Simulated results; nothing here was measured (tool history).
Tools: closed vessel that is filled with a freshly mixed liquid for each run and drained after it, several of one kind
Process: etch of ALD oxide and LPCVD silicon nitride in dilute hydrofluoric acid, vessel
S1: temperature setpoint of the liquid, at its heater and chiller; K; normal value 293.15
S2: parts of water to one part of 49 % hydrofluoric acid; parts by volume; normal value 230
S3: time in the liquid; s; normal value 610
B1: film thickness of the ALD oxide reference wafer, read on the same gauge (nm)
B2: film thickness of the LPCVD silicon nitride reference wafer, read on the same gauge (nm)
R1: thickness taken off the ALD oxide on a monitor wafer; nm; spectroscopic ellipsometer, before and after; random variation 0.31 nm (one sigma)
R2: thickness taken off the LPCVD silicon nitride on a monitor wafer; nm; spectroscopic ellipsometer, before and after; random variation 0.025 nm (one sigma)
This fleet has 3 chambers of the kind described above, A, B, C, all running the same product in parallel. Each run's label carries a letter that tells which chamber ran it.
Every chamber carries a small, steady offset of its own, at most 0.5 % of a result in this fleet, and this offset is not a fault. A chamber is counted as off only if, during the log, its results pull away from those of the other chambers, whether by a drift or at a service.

run	day	S1	S2	S3	B1	B2	R1	R2
1A	0.112	293.15	230	610	59.977	110.01	37.276	0.88644
2C	0.317	293.15	230	610	60.006	109.98	37.462	0.87605
3B	0.492	293.15	230	610	59.979	109.97	37.331	0.92497
4A	0.629	293.15	230	610	59.973	110.00	37.232	0.89058
5B	0.792	293.15	230	610	60.001	109.93	37.117	0.91188
6C	0.900	293.15	230	610	59.981	110.01	37.950	0.95369
7A	1.025	293.15	230	610	60.015	109.97	37.261	0.92167
8C	1.192	290.15	230	610	60.006	109.97	33.403	0.72393
9B	1.317	290.15	230	610	60.017	110.05	32.843	0.74972
10C	1.458	290.15	230	610	59.942	110.00	32.647	0.70881
11B	1.679	293.15	230	610	59.972	109.99	37.625	0.90191
12A	1.871	293.15	230	610	60.001	109.96	36.457	0.86029
13C	2.067	293.15	230	610	59.957	110.04	37.529	0.88836
14A	2.204	293.15	230	610	59.970	109.98	36.230	0.80605
15B	2.333	293.15	230	610	59.974	109.98	37.716	0.90827
16C	2.562	293.15	230	610	59.996	110.03	37.215	0.86960
17A	2.767	293.15	230	610	59.991	109.98	36.067	0.85484
18B	2.875	293.15	230	610	60.024	109.99	37.692	0.89055
19A	3.046	293.15	230	610	59.983	109.96	35.453	0.82980
20C	3.229	293.15	230	610	60.011	109.99	37.229	0.88926
21B	3.379	293.15	230	610	59.995	109.99	37.018	0.90345
22A	3.504	296.15	230	500	59.989	110.02	32.662	0.83964
23C	3.692	296.15	230	500	60.015	110.02	34.030	0.89456
24B	3.833	296.15	230	500	59.987	109.98	34.215	0.87701
25C	4.025	293.15	230	610	59.988	110.00	37.501	0.84511
26A	4.258	296.65	320	610	60.034	109.96	26.252	0.76149
27B	4.408	296.65	320	610	59.960	109.97	27.347	0.81933
28B	4.558	296.65	320	610	59.991	110.04	28.144	0.78800

Does one chamber stand apart from the rest, does the shared gauge drift, or is all well apart from small per-chamber offsets? Give the chamber and the most likely cause, where there is one.

It is chamber A that slowly wanders off from its peers.
Most likely cause: liquid colder than its thermometer reads (K) = 1.79.

Chamber A could run next with any of the 4 candidate recipes listed below; each alters the usual settings, and their results appear as question marks. Which one brings its results back in line with what the other chambers deliver on the usual settings?
Maximum distance from the other chambers' mean on the usual settings for a result to count as in line: R1 1.100 nm; R2 0.08700 nm
29A-1	4.729	292.65	225	600			?	?
29A-2	4.729	293.65	235	625			?	?
29A-3	4.729	294.15	235	650			?	?
29A-4	4.729	292.15	225	570			?	?

Average result of the remaining chambers running the usual settings: R1 37.378 nm; R2 0.88677 nm
run	R1	R2
29A-1	34.292	0.77326
29A-2	35.270	0.82636
29A-3	37.405	0.88861
29A-4	31.934	0.71005
The answer is 29A-3, which returns the chamber to within the allowed miss of the others.

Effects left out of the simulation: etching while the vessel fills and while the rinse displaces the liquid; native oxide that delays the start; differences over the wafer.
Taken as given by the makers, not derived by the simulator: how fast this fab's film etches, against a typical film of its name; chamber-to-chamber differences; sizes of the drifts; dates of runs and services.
